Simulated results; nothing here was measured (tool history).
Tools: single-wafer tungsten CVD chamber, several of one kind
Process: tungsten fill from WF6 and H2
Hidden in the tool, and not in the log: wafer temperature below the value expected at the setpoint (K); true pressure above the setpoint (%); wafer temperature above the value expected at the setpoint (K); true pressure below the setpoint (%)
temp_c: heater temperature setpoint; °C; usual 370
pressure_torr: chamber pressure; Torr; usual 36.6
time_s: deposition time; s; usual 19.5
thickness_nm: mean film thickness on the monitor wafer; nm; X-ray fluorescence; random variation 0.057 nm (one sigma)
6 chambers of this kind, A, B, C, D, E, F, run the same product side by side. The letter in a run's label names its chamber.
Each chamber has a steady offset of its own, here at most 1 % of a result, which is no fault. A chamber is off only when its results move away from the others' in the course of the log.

run	hour	temp_c	pressure_torr	time_s	hours since the last thermocouple change	hours since the last manometer calibration	read-back reference wafer on the same gauge, thickness_nm	thickness_nm
1D	5.8	370	36.6	19.5	1008.7	2354.2	34.189	34.167
2A	16.7	370	36.6	19.5	103.6	3043.6	34.194	34.15
3C	23.4	370	36.6	19.5	938.9	760.8	34.186	34.067
4E	35.6	370	36.6	19.5	440.1	689.3	34.179	34.433
5F	46.1	370	28	15.9	1466.1	1514.4	34.168	24.411
6B	52.6	370	28	15.9	632.1	1177	34.157	24.478
7D	61	370	28	15.9	1063.9	2409.4	34.169	24.488
8E	71.5	370	28	15.9	476	725.2	34.158	24.664
9A	78.6	370	28	15.9	165.5	3105.5	34.15	24.505
10F	89.5	370	28	15.9	1509.5	1557.8	34.138	24.406
11B	100.8	361	29.7	19.5	680.3	1225.2	34.142	25.331
12C	112.6	361	29.7	19.5	1028.1	850	34.136	25.369
13B	122	361	29.7	19.5	701.5	1246.4	34.114	25.311
14F	127.6	361	29.7	19.5	1547.6	1595.9	34.113	25.323
15C	135.9	361	29.7	19.5	1051.4	873.3	34.124	25.388
# hour 139.1: chamber D: capacitance manometer re-zeroed and calibrated
16D	143.4	361	29.7	19.5	1146.3	4.3	34.111	25.514
17A	151.6	370	36.6	19.5	238.5	3178.5	34.096	34.074
18E	159.4	370	36.6	19.5	563.9	813.1	34.099	34.368
19E	169.2	370	41.1	19.5	573.7	822.9	34.088	36.23
20D	179.6	370	41.1	19.5	1182.5	40.5	34.086	36.027
21A	188.2	370	41.1	19.5	275.1	3215.1	34.082	35.964
22B	196.3	370	41.1	19.5	775.8	1320.7	34.064	35.911
23C	207.1	370	41.1	19.5	1122.6	944.5	34.071	35.915
# hour 212.4: chamber F: thermocouple changed; heater temperature recalibrated
24F	219.5	370	41.1	19.5	7.2	1687.8	34.053	35.85
25A	231.8	370	36.6	19.5	318.7	3258.7	34.043	33.95
26D	237.1	370	36.6	19.5	1240	98	34.045	34.011
27B	243.8	370	36.6	19.5	823.3	1368.2	34.03	34.005
# hour 251.6: chamber A: capacitance manometer re-zeroed and calibrated
28E	254.8	370	36.6	19.5	659.3	908.5	34.038	34.216
29C	261.6	370	36.6	19.5	1177.1	999	34.042	33.76
30F	272.1	370	36.6	19.5	59.8	1740.4	34.019	33.94
31D	281.8	370	36.6	19.5	1284.7	142.7	34.023	34.058
# hour 282.3: chamber C: capacitance manometer re-zeroed and calibrated
32C	292.4	370	36.6	19.5	1207.9	10.2	34.008	33.801
33B	297.9	370	36.6	19.5	877.4	1422.3	34.009	33.927
34F	307.8	370	36.6	19.5	95.5	1776.1	33.997	33.844
35A	317.9	370	36.6	19.5	404.8	66.3	33.99	33.922
36E	329.4	370	36.6	19.5	733.9	983.1	33.987	34.225
37F	340.4	370	41.2	20.8	128.1	1808.7	33.968	38.165
38E	347.5	370	41.2	20.8	752	1001.2	33.976	38.469

All 6 chambers run these settings next. Forecast each chamber's results:
39A	356.4	370	36.6	19.5				?
39B	356.4	370	36.6	19.5				?
39C	356.4	370	36.6	19.5				?
39D	356.4	370	36.6	19.5				?
39E	356.4	370	36.6	19.5				?
39F	356.4	370	36.6	19.5				?

run	thickness_nm
39A	33.862
39B	33.913
39C	33.926
39D	33.956
39E	34.175
39F	33.794

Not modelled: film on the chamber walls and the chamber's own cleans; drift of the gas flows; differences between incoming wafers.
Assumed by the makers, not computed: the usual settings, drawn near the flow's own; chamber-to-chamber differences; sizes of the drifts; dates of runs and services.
